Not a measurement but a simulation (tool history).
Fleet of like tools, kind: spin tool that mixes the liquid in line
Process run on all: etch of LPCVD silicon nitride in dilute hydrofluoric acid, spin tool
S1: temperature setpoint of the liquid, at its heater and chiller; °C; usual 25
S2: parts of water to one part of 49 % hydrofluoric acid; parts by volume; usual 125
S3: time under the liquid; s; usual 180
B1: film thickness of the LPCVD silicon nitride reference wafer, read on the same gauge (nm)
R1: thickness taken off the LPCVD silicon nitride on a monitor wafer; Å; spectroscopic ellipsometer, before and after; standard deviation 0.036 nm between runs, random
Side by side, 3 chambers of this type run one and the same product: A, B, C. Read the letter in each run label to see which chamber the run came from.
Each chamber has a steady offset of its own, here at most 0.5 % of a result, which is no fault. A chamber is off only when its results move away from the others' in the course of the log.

| run | day | S1 | S2 | S3 | B1 | R1 |
|---|---|---|---|---|---|---|
| 1A | 0.462 | 25 | 125 | 180 | 30.056 | 6.8547 |
| 2B | 1.154 | 25 | 125 | 180 | 30.026 | 7.0094 |
| 3C | 1.846 | 25 | 125 | 180 | 30.031 | 8.2471 |
| 4C | 2.221 | 25 | 125 | 180 | 30.016 | 7.0544 |
| 5B | 2.7 | 25 | 125 | 180 | 29.954 | 8.2184 |
| 6A | 3.138 | 25 | 125 | 180 | 30.044 | 7.453 |
| 7A | 3.829 | 25 | 125 | 180 | 30 | 7.2454 |
|  | 3.929 | chamber A: hydrofluoric acid flow meter replaced |
| 8C | 4.188 | 25 | 125 | 180 | 30.046 | 7.2167 |
| 9B | 4.871 | 25 | 125 | 180 | 29.998 | 7.3398 |
| 10C | 5.308 | 25 | 125 | 180 | 30.014 | 7.3036 |
| 11A | 5.646 | 25 | 125 | 180 | 30.04 | 8.0947 |
| 12B | 6.133 | 25 | 70 | 235 | 30.024 | 17.586 |
| 13B | 6.625 | 25 | 70 | 235 | 30.014 | 18.326 |
| 14A | 6.992 | 25 | 70 | 235 | 29.963 | 16.856 |
| 15C | 7.6 | 25 | 125 | 95 | 29.978 | 4.1716 |
| 16A | 8.012 | 25 | 125 | 95 | 29.997 | 3.7122 |
| 17B | 8.317 | 25 | 125 | 95 | 30.018 | 3.7391 |
| 18C | 8.979 | 20.5 | 125 | 220 | 29.996 | 6.8064 |
| 19C | 9.338 | 20.5 | 125 | 220 | 29.982 | 6.9233 |
| 20A | 9.896 | 20.5 | 125 | 220 | 29.966 | 6.6664 |
| 21B | 10.571 | 25 | 125 | 180 | 29.981 | 7.297 |
| 22A | 11.058 | 25 | 125 | 180 | 29.996 | 7.3006 |
| 23B | 11.612 | 29.5 | 150 | 180 | 29.973 | 7.6645 |
| 24C | 11.967 | 29.5 | 150 | 180 | 30.024 | 7.5129 |
| 25A | 12.662 | 29.5 | 150 | 180 | 29.975 | 8.5393 |
| 26B | 12.988 | 25 | 125 | 180 | 29.975 | 7.42 |
| 27C | 13.629 | 25 | 125 | 180 | 30.004 | 7.2673 |
| 28C | 14.05 | 25 | 125 | 180 | 29.977 | 7.737 |
| 29A | 14.588 | 25 | 125 | 180 | 30.013 | 8.2858 |
| 30B | 15.054 | 25 | 125 | 180 | 30.016 | 7.7403 |
| 31B | 15.654 | 25 | 180 | 220 | 29.982 | 5.8831 |
| 32C | 16.246 | 25 | 180 | 220 | 30.003 | 5.6793 |

Each of the 3 chambers runs these same settings next. Fill in every chamber's results:
| 33A | 16.746 | 25 | 125 | 265 |  | ? |
| 33B | 16.746 | 25 | 125 | 265 |  | ? |
| 33C | 16.746 | 25 | 125 | 265 |  | ? |

| run | R1 |
|---|---|
| 33A | 10.022 |
| 33B | 11.524 |
| 33C | 11.479 |
